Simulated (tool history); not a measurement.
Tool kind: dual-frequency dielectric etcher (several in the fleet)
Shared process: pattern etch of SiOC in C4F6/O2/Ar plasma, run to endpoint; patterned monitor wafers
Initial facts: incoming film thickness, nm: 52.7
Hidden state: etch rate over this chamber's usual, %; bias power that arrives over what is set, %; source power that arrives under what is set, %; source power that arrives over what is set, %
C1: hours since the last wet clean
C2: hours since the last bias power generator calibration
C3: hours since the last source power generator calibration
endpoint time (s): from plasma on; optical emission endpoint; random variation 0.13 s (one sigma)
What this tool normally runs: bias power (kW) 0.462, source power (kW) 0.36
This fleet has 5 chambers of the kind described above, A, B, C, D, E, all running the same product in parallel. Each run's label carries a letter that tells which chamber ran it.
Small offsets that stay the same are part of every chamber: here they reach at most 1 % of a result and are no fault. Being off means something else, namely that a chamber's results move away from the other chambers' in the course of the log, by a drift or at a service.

run 1E day=0.246 | bias_power_(kW)=0.462 source_power_(kW)=0.36 | C1=41.7 C2=1871.9 C3=958.7 | endpoint_time_(s)=18.931
run 2D day=0.688 | bias_power_(kW)=0.462 source_power_(kW)=0.36 | C1=124.1 C2=869 C3=348.6 | endpoint_time_(s)=19.202
run 3B day=1.096 | bias_power_(kW)=0.462 source_power_(kW)=0.36 | C1=237.5 C2=3000.5 C3=2388.9 | endpoint_time_(s)=19.146
-- day=1.288 chamber C: wet clean of the chamber
run 4A day=1.425 | bias_power_(kW)=0.462 source_power_(kW)=0.36 | C1=346.4 C2=987.8 C3=2445.8 | endpoint_time_(s)=18.832
run 5C day=1.85 | bias_power_(kW)=0.549 source_power_(kW)=0.31 | C1=13.5 C2=2180.5 C3=2008 | endpoint_time_(s)=18.733
run 6D day=2.2 | bias_power_(kW)=0.549 source_power_(kW)=0.31 | C1=160.4 C2=905.3 C3=384.9 | endpoint_time_(s)=18.793
run 7B day=2.521 | bias_power_(kW)=0.549 source_power_(kW)=0.31 | C1=271.7 C2=3034.7 C3=2423.1 | endpoint_time_(s)=18.889
run 8A day=2.979 | bias_power_(kW)=0.549 source_power_(kW)=0.31 | C1=383.7 C2=1025.1 C3=2483.1 | endpoint_time_(s)=18.64
run 9E day=3.354 | bias_power_(kW)=0.549 source_power_(kW)=0.31 | C1=116.3 C2=1946.5 C3=1033.3 | endpoint_time_(s)=18.916
run 10C day=3.721 | bias_power_(kW)=0.462 source_power_(kW)=0.36 | C1=58.4 C2=2225.4 C3=2052.9 | endpoint_time_(s)=19.057
run 11B day=4.142 | bias_power_(kW)=0.462 source_power_(kW)=0.36 | C1=310.6 C2=3073.6 C3=2462 | endpoint_time_(s)=18.931
run 12E day=4.346 | bias_power_(kW)=0.462 source_power_(kW)=0.36 | C1=140.1 C2=1970.3 C3=1057.1 | endpoint_time_(s)=19.192
run 13A day=4.554 | bias_power_(kW)=0.462 source_power_(kW)=0.36 | C1=421.5 C2=1062.9 C3=2520.9 | endpoint_time_(s)=19.011
run 14D day=4.892 | bias_power_(kW)=0.462 source_power_(kW)=0.36 | C1=225 C2=969.9 C3=449.5 | endpoint_time_(s)=19.089
run 15C day=5.35 | bias_power_(kW)=0.462 source_power_(kW)=0.36 | C1=97.5 C2=2264.5 C3=2092 | endpoint_time_(s)=18.854
-- day=5.525 chamber A: wet clean of the chamber
run 16C day=5.738 | bias_power_(kW)=0.462 source_power_(kW)=0.36 | C1=106.8 C2=2273.8 C3=2101.3 | endpoint_time_(s)=19.12
run 17A day=6.112 | bias_power_(kW)=0.462 source_power_(kW)=0.36 | C1=14.2 C2=1100.3 C3=2558.3 | endpoint_time_(s)=18.757
run 18E day=6.342 | bias_power_(kW)=0.462 source_power_(kW)=0.36 | C1=188 C2=2018.2 C3=1105 | endpoint_time_(s)=18.927
run 19B day=6.571 | bias_power_(kW)=0.462 source_power_(kW)=0.36 | C1=368.9 C2=3131.9 C3=2520.3 | endpoint_time_(s)=18.863
run 20D day=6.821 | bias_power_(kW)=0.462 source_power_(kW)=0.36 | C1=271.3 C2=1016.2 C3=495.8 | endpoint_time_(s)=18.942
run 21D day=7.196 | bias_power_(kW)=0.462 source_power_(kW)=0.36 | C1=280.3 C2=1025.2 C3=504.8 | endpoint_time_(s)=18.969
run 22B day=7.567 | bias_power_(kW)=0.462 source_power_(kW)=0.36 | C1=392.8 C2=3155.8 C3=2544.2 | endpoint_time_(s)=18.782
run 23C day=7.925 | bias_power_(kW)=0.364 source_power_(kW)=0.41 | C1=159.3 C2=2326.3 C3=2153.8 | endpoint_time_(s)=20.208
run 24A day=8.267 | bias_power_(kW)=0.364 source_power_(kW)=0.41 | C1=65.9 C2=1152 C3=2610 | endpoint_time_(s)=19.587
run 25E day=8.567 | bias_power_(kW)=0.364 source_power_(kW)=0.41 | C1=241.4 C2=2071.6 C3=1158.4 | endpoint_time_(s)=19.823
run 26A day=8.838 | bias_power_(kW)=0.364 source_power_(kW)=0.41 | C1=79.6 C2=1165.7 C3=2623.7 | endpoint_time_(s)=19.698
run 27D day=9.271 | bias_power_(kW)=0.364 source_power_(kW)=0.41 | C1=330.1 C2=1075 C3=554.6 | endpoint_time_(s)=19.842
run 28C day=9.629 | bias_power_(kW)=0.462 source_power_(kW)=0.36 | C1=200.2 C2=2367.2 C3=2194.7 | endpoint_time_(s)=19.02
run 29B day=10 | bias_power_(kW)=0.462 source_power_(kW)=0.36 | C1=451.2 C2=3214.2 C3=2602.6 | endpoint_time_(s)=18.385
run 30E day=10.379 | bias_power_(kW)=0.462 source_power_(kW)=0.36 | C1=284.9 C2=2115.1 C3=1201.9 | endpoint_time_(s)=18.992
run 31C day=10.762 | bias_power_(kW)=0.462 source_power_(kW)=0.36 | C1=227.4 C2=2394.4 C3=2221.9 | endpoint_time_(s)=18.798
run 32B day=11.079 | bias_power_(kW)=0.462 source_power_(kW)=0.36 | C1=477.1 C2=3240.1 C3=2628.5 | endpoint_time_(s)=18.28
run 33D day=11.512 | bias_power_(kW)=0.462 source_power_(kW)=0.36 | C1=383.9 C2=1128.8 C3=608.4 | endpoint_time_(s)=18.887
run 34A day=11.946 | bias_power_(kW)=0.462 source_power_(kW)=0.36 | C1=154.2 C2=1240.3 C3=2698.3 | endpoint_time_(s)=18.871
run 35E day=12.317 | bias_power_(kW)=0.462 source_power_(kW)=0.36 | C1=331.4 C2=2161.6 C3=1248.4 | endpoint_time_(s)=19.026
run 36B day=12.517 | bias_power_(kW)=0.462 source_power_(kW)=0.36 | C1=511.6 C2=3274.6 C3=2663 | endpoint_time_(s)=18.012
run 37E day=12.762 | bias_power_(kW)=0.462 source_power_(kW)=0.36 | C1=342.1 C2=2172.3 C3=1259.1 | endpoint_time_(s)=19.077
-- day=13.021 chamber D: wet clean of the chamber
run 38D day=13.146 | bias_power_(kW)=0.462 source_power_(kW)=0.36 | C1=3 C2=1168 C3=647.6 | endpoint_time_(s)=18.953
run 39C day=13.354 | bias_power_(kW)=0.462 source_power_(kW)=0.36 | C1=289.6 C2=2456.6 C3=2284.1 | endpoint_time_(s)=19.18

For the next run the whole fleet of 5 chambers uses the same settings. Give each chamber's results:
run 40A day=13.688 | bias_power_(kW)=0.462 source_power_(kW)=0.44 | endpoint_time_(s)=?
run 40B day=13.688 | bias_power_(kW)=0.462 source_power_(kW)=0.44 | endpoint_time_(s)=?
run 40C day=13.688 | bias_power_(kW)=0.462 source_power_(kW)=0.44 | endpoint_time_(s)=?
run 40D day=13.688 | bias_power_(kW)=0.462 source_power_(kW)=0.44 | endpoint_time_(s)=?
run 40E day=13.688 | bias_power_(kW)=0.462 source_power_(kW)=0.44 | endpoint_time_(s)=?

run=40A endpoint_time_(s)=17.614
run=40B endpoint_time_(s)=16.92
run=40C endpoint_time_(s)=17.78
run=40D endpoint_time_(s)=17.674
run=40E endpoint_time_(s)=17.664
